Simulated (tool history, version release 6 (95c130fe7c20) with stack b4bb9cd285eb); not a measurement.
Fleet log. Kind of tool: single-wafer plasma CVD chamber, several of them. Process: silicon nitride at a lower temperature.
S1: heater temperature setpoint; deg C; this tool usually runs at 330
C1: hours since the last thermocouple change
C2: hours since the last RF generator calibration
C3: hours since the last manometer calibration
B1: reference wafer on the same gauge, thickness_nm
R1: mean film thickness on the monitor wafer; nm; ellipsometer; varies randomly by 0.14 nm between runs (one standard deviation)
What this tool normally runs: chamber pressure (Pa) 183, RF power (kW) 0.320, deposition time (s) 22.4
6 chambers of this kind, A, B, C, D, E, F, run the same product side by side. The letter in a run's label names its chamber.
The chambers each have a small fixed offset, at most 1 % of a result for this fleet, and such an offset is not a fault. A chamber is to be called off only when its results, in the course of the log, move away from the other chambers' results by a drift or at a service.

{"run": "1A", "hour": 7.6, "S1": 330, "chamber pressure (Pa)": 183, "RF power (kW)": 0.32, "deposition time (s)": 22.4, "C1": 1087.8, "C2": 399.7, "C3": 902.5, "B1": 29.8, "R1": 26.499}
{"run": "2D", "hour": 17.1, "S1": 330, "chamber pressure (Pa)": 183, "RF power (kW)": 0.32, "deposition time (s)": 22.4, "C1": 1791.5, "C2": 404.8, "C3": 807.6, "B1": 29.838, "R1": 26.452}
{"run": "3B", "hour": 28.7, "S1": 330, "chamber pressure (Pa)": 183, "RF power (kW)": 0.32, "deposition time (s)": 22.4, "C1": 2331.7, "C2": 464.1, "C3": 694.9, "B1": 29.785, "R1": 26.842}
{"run": "4C", "hour": 40.6, "S1": 330, "chamber pressure (Pa)": 183, "RF power (kW)": 0.32, "deposition time (s)": 22.4, "C1": 1017.5, "C2": 952.9, "C3": 1041.5, "B1": 29.809, "R1": 26.674}
{"run": "5F", "hour": 48.3, "S1": 330, "chamber pressure (Pa)": 183, "RF power (kW)": 0.32, "deposition time (s)": 22.4, "C1": 1570.1, "C2": 225.2, "C3": 625.4, "B1": 29.81, "R1": 26.705}
{"run": "6E", "hour": 55.8, "S1": 330, "chamber pressure (Pa)": 183, "RF power (kW)": 0.32, "deposition time (s)": 22.4, "C1": 443.6, "C2": 412.9, "C3": 521.2, "B1": 29.807, "R1": 26.694}
{"hour": 56.0, "done": "chamber B: thermocouple changed; heater temperature recalibrated"}
{"run": "7D", "hour": 64.3, "S1": 330, "chamber pressure (Pa)": 183, "RF power (kW)": 0.32, "deposition time (s)": 22.4, "C1": 1838.7, "C2": 452.0, "C3": 854.8, "B1": 29.846, "R1": 26.611}
{"run": "8B", "hour": 70.7, "S1": 330, "chamber pressure (Pa)": 183, "RF power (kW)": 0.32, "deposition time (s)": 22.4, "C1": 14.7, "C2": 506.1, "C3": 736.9, "B1": 29.811, "R1": 26.872}
{"run": "9A", "hour": 77.3, "S1": 330, "chamber pressure (Pa)": 183, "RF power (kW)": 0.32, "deposition time (s)": 22.4, "C1": 1157.5, "C2": 469.4, "C3": 972.2, "B1": 29.856, "R1": 26.489}
{"run": "10C", "hour": 88.9, "S1": 330, "chamber pressure (Pa)": 183, "RF power (kW)": 0.32, "deposition time (s)": 22.4, "C1": 1065.8, "C2": 1001.2, "C3": 1089.8, "B1": 29.769, "R1": 26.471}
{"run": "11F", "hour": 94.2, "S1": 330, "chamber pressure (Pa)": 183, "RF power (kW)": 0.32, "deposition time (s)": 22.4, "C1": 1616.0, "C2": 271.1, "C3": 671.3, "B1": 29.81, "R1": 26.732}
{"run": "12E", "hour": 104.1, "S1": 330, "chamber pressure (Pa)": 183, "RF power (kW)": 0.32, "deposition time (s)": 22.4, "C1": 491.9, "C2": 461.2, "C3": 569.5, "B1": 29.762, "R1": 26.684}
{"run": "13C", "hour": 113.6, "S1": 330, "chamber pressure (Pa)": 183, "RF power (kW)": 0.32, "deposition time (s)": 22.4, "C1": 1090.5, "C2": 1025.9, "C3": 1114.5, "B1": 29.798, "R1": 26.397}
{"run": "14B", "hour": 122.0, "S1": 330, "chamber pressure (Pa)": 183, "RF power (kW)": 0.32, "deposition time (s)": 22.4, "C1": 66.0, "C2": 557.4, "C3": 788.2, "B1": 29.829, "R1": 26.703}
{"run": "15E", "hour": 131.3, "S1": 330, "chamber pressure (Pa)": 183, "RF power (kW)": 0.32, "deposition time (s)": 22.4, "C1": 519.1, "C2": 488.4, "C3": 596.7, "B1": 29.785, "R1": 26.668}
{"run": "16A", "hour": 138.1, "S1": 330, "chamber pressure (Pa)": 183, "RF power (kW)": 0.32, "deposition time (s)": 22.4, "C1": 1218.3, "C2": 530.2, "C3": 1033.0, "B1": 29.791, "R1": 26.635}
{"run": "17D", "hour": 150.2, "S1": 330, "chamber pressure (Pa)": 183, "RF power (kW)": 0.32, "deposition time (s)": 22.4, "C1": 1924.6, "C2": 537.9, "C3": 940.7, "B1": 29.818, "R1": 26.553}
{"run": "18F", "hour": 158.5, "S1": 330, "chamber pressure (Pa)": 183, "RF power (kW)": 0.32, "deposition time (s)": 22.4, "C1": 1680.3, "C2": 335.4, "C3": 735.6, "B1": 29.794, "R1": 26.195}
{"run": "19B", "hour": 168.9, "S1": 330, "chamber pressure (Pa)": 183, "RF power (kW)": 0.32, "deposition time (s)": 22.4, "C1": 112.9, "C2": 604.3, "C3": 835.1, "B1": 29.818, "R1": 26.87}
{"run": "20C", "hour": 174.6, "S1": 330, "chamber pressure (Pa)": 183, "RF power (kW)": 0.32, "deposition time (s)": 22.4, "C1": 1151.5, "C2": 1086.9, "C3": 1175.5, "B1": 29.785, "R1": 26.335}
{"hour": 181.5, "done": "chamber C: thermocouple changed; heater temperature recalibrated"}
{"run": "21F", "hour": 184.2, "S1": 330, "chamber pressure (Pa)": 183, "RF power (kW)": 0.32, "deposition time (s)": 22.4, "C1": 1706.0, "C2": 361.1, "C3": 761.3, "B1": 29.754, "R1": 25.906}
{"run": "22D", "hour": 190.8, "S1": 330, "chamber pressure (Pa)": 183, "RF power (kW)": 0.32, "deposition time (s)": 22.4, "C1": 1965.2, "C2": 578.5, "C3": 981.3, "B1": 29.802, "R1": 26.453}
{"run": "23A", "hour": 202.7, "S1": 330, "chamber pressure (Pa)": 183, "RF power (kW)": 0.32, "deposition time (s)": 22.4, "C1": 1282.9, "C2": 594.8, "C3": 1097.6, "B1": 29.841, "R1": 26.704}
{"run": "24E", "hour": 213.8, "S1": 330, "chamber pressure (Pa)": 183, "RF power (kW)": 0.32, "deposition time (s)": 22.4, "C1": 601.6, "C2": 570.9, "C3": 679.2, "B1": 29.803, "R1": 26.651}
{"run": "25C", "hour": 220.6, "S1": 330, "chamber pressure (Pa)": 183, "RF power (kW)": 0.32, "deposition time (s)": 22.4, "C1": 39.1, "C2": 1132.9, "C3": 1221.5, "B1": 29.78, "R1": 26.66}
{"run": "26E", "hour": 228.3, "S1": 335, "chamber pressure (Pa)": 183, "RF power (kW)": 0.32, "deposition time (s)": 22.4, "C1": 616.1, "C2": 585.4, "C3": 693.7, "B1": 29.805, "R1": 26.538}
{"run": "27F", "hour": 234.7, "S1": 335, "chamber pressure (Pa)": 183, "RF power (kW)": 0.32, "deposition time (s)": 22.4, "C1": 1756.5, "C2": 411.6, "C3": 811.8, "B1": 29.797, "R1": 25.623}
{"run": "28D", "hour": 240.5, "S1": 335, "chamber pressure (Pa)": 183, "RF power (kW)": 0.32, "deposition time (s)": 22.4, "C1": 2014.9, "C2": 628.2, "C3": 1031.0, "B1": 29.801, "R1": 26.411}
{"run": "29B", "hour": 246.4, "S1": 335, "chamber pressure (Pa)": 183, "RF power (kW)": 0.32, "deposition time (s)": 22.4, "C1": 190.4, "C2": 681.8, "C3": 912.6, "B1": 29.822, "R1": 26.459}
{"run": "30A", "hour": 254.5, "S1": 335, "chamber pressure (Pa)": 183, "RF power (kW)": 0.32, "deposition time (s)": 22.4, "C1": 1334.7, "C2": 646.6, "C3": 1149.4, "B1": 29.813, "R1": 26.376}
{"run": "31E", "hour": 266.2, "S1": 335, "chamber pressure (Pa)": 183, "RF power (kW)": 0.32, "deposition time (s)": 22.4, "C1": 654.0, "C2": 623.3, "C3": 731.6, "B1": 29.812, "R1": 26.886}
{"run": "32C", "hour": 278.1, "S1": 330, "chamber pressure (Pa)": 183, "RF power (kW)": 0.32, "deposition time (s)": 22.4, "C1": 96.6, "C2": 1190.4, "C3": 1279.0, "B1": 29.828, "R1": 26.501}
{"run": "33F", "hour": 284.4, "S1": 330, "chamber pressure (Pa)": 183, "RF power (kW)": 0.32, "deposition time (s)": 22.4, "C1": 1806.2, "C2": 461.3, "C3": 861.5, "B1": 29.759, "R1": 25.739}
{"run": "34A", "hour": 292.2, "S1": 330, "chamber pressure (Pa)": 183, "RF power (kW)": 0.32, "deposition time (s)": 22.4, "C1": 1372.4, "C2": 684.3, "C3": 1187.1, "B1": 29.818, "R1": 26.454}
{"run": "35B", "hour": 302.2, "S1": 330, "chamber pressure (Pa)": 183, "RF power (kW)": 0.32, "deposition time (s)": 22.4, "C1": 246.2, "C2": 737.6, "C3": 968.4, "B1": 29.805, "R1": 27.018}
{"run": "36D", "hour": 313.7, "S1": 330, "chamber pressure (Pa)": 183, "RF power (kW)": 0.32, "deposition time (s)": 22.4, "C1": 2088.1, "C2": 701.4, "C3": 1104.2, "B1": 29.775, "R1": 26.673}
{"run": "37E", "hour": 321.1, "S1": 330, "chamber pressure (Pa)": 220, "RF power (kW)": 0.32, "deposition time (s)": 25.0, "C1": 708.9, "C2": 678.2, "C3": 786.5, "B1": 29.795, "R1": 31.424}

All 6 chambers run these settings next. Forecast each chamber's results:
{"run": "38A", "hour": 329.8, "S1": 330, "chamber pressure (Pa)": 183, "RF power (kW)": 0.32, "deposition time (s)": 22.4, "R1": "?"}
{"run": "38B", "hour": 329.8, "S1": 330, "chamber pressure (Pa)": 183, "RF power (kW)": 0.32, "deposition time (s)": 22.4, "R1": "?"}
{"run": "38C", "hour": 329.8, "S1": 330, "chamber pressure (Pa)": 183, "RF power (kW)": 0.32, "deposition time (s)": 22.4, "R1": "?"}
{"run": "38D", "hour": 329.8, "S1": 330, "chamber pressure (Pa)": 183, "RF power (kW)": 0.32, "deposition time (s)": 22.4, "R1": "?"}
{"run": "38E", "hour": 329.8, "S1": 330, "chamber pressure (Pa)": 183, "RF power (kW)": 0.32, "deposition time (s)": 22.4, "R1": "?"}
{"run": "38F", "hour": 329.8, "S1": 330, "chamber pressure (Pa)": 183, "RF power (kW)": 0.32, "deposition time (s)": 22.4, "R1": "?"}

run=38A R1=26.606
run=38B R1=26.837
run=38C R1=26.569
run=38D R1=26.411
run=38E R1=26.652
run=38F R1=25.512

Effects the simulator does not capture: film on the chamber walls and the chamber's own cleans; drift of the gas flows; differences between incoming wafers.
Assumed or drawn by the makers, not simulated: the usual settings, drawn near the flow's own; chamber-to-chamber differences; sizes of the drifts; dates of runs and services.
